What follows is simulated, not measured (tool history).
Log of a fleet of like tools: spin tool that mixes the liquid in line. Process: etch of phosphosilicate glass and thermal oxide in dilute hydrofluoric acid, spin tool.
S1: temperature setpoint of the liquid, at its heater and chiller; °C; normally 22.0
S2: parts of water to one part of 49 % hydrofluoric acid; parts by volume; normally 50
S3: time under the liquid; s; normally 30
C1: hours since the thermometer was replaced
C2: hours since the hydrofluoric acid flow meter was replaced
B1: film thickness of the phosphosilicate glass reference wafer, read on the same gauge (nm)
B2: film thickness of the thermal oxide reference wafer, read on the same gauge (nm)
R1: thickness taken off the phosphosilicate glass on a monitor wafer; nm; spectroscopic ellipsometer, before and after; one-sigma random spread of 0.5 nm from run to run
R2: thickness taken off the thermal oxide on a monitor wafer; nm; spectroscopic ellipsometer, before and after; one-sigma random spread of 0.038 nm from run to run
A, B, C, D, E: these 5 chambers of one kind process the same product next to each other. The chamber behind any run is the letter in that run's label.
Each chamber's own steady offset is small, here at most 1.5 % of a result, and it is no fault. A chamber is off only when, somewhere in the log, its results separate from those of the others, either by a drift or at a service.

run	hour	S1	S2	S3	C1	C2	B1	B2	R1	R2
1D	10.8	22.0	50	30	2349.6	256.6	40.031	80.011	67.239	2.7273
2C	21.8	22.0	50	30	564.7	564.7	40.020	79.994	66.779	2.7335
3B	33.6	22.0	50	30	2449.3	264.0	39.999	79.993	67.921	2.7693
4A	47.7	22.0	50	30	812.3	1505.9	40.010	79.998	67.785	2.8528
5E	60.4	22.0	50	30	1626.5	336.8	39.978	79.976	67.536	2.7249
6A	73.9	22.0	50	30	838.5	1532.1	40.006	79.991	66.687	2.8331
7E	85.9	25.0	50	30	1652.0	362.3	40.023	80.010	76.717	3.1450
# hour 86.4: chamber B: thermometer replaced
8C	94.7	25.0	50	30	637.6	637.6	40.006	79.997	76.249	3.1865
9D	104.5	25.0	50	30	2443.3	350.3	39.991	80.015	76.658	3.1645
# hour 104.7: chamber D: thermometer replaced
10B	112.9	25.0	50	30	26.5	343.3	40.020	80.030	77.825	3.1925
11C	125.9	25.0	50	30	668.8	668.8	39.986	79.985	76.404	3.1463
12E	136.4	22.0	65	15	1702.5	412.8	40.008	79.981	25.686	1.0339
13B	151.3	22.0	65	15	64.9	381.7	39.959	80.013	25.355	1.0542
14A	158.4	22.0	65	15	923.0	1616.6	40.000	80.000	25.691	1.0592
15D	169.1	22.0	65	15	64.5	414.9	39.983	80.006	25.241	1.0392
16D	182.1	22.0	65	15	77.5	427.9	40.005	79.985	25.473	1.0646
17E	190.0	22.0	50	30	1756.1	466.4	39.993	80.000	67.619	2.7870
18B	198.2	22.0	50	30	111.8	428.6	39.955	79.998	68.254	2.8139
19A	210.9	22.0	30	30	975.5	1669.1	40.012	80.019	117.040	4.8688
20C	219.2	22.0	30	30	762.1	762.1	39.972	79.971	113.840	4.8891
21E	231.1	22.0	30	30	1797.2	507.5	40.034	79.997	117.650	4.8728
22B	243.4	22.0	30	30	157.0	473.8	39.960	80.007	114.920	4.7122
23A	254.1	22.0	30	30	1018.7	1712.3	40.012	80.023	117.230	5.0715
24C	267.4	22.0	50	30	810.3	810.3	40.007	80.014	67.778	2.6970
25D	282.3	24.0	75	30	177.7	528.1	40.042	79.978	46.211	1.9637
26A	290.3	24.0	75	30	1054.9	1748.5	40.007	79.959	47.426	1.9810
27B	304.5	24.0	75	30	218.1	534.9	39.993	79.989	47.112	1.9132
28C	316.6	24.0	75	30	859.5	859.5	39.971	80.009	46.836	1.9254
29E	332.4	24.0	75	30	1898.5	608.8	40.041	80.009	47.261	1.9565
30D	344.1	22.0	50	30	239.5	589.9	40.008	80.022	66.473	2.7900
31C	351.2	22.0	50	30	894.1	894.1	39.973	80.024	66.916	2.7314
32E	361.7	22.0	50	30	1927.8	638.1	39.996	79.985	67.402	2.7491
33A	373.9	22.0	50	30	1138.5	1832.1	39.997	80.004	66.972	2.7223
34D	390.1	20.5	50	40	285.5	635.9	40.009	79.991	84.598	3.4982
# hour 401.6: chamber C: thermometer replaced
35B	404.9	20.5	50	40	318.5	635.3	39.968	79.982	84.620	3.4101
36E	417.0	20.5	50	40	1983.1	693.4	39.999	80.022	85.768	3.5013
37C	428.5	20.5	50	40	27.0	971.4	40.011	80.008	83.435	3.4914
38B	435.9	20.5	50	40	349.5	666.3	40.028	79.999	85.189	3.5254

Predict what each chamber gives when all 5 of them run the settings below next.
39A	447.4	22.0	50	30					?	?
39B	447.4	22.0	50	30					?	?
39C	447.4	22.0	50	30					?	?
39D	447.4	22.0	50	30					?	?
39E	447.4	22.0	50	30					?	?

run	R1	R2
39A	67.743	2.7722
39B	67.376	2.8419
39C	68.073	2.7165
39D	66.725	2.7984
39E	68.163	2.8511
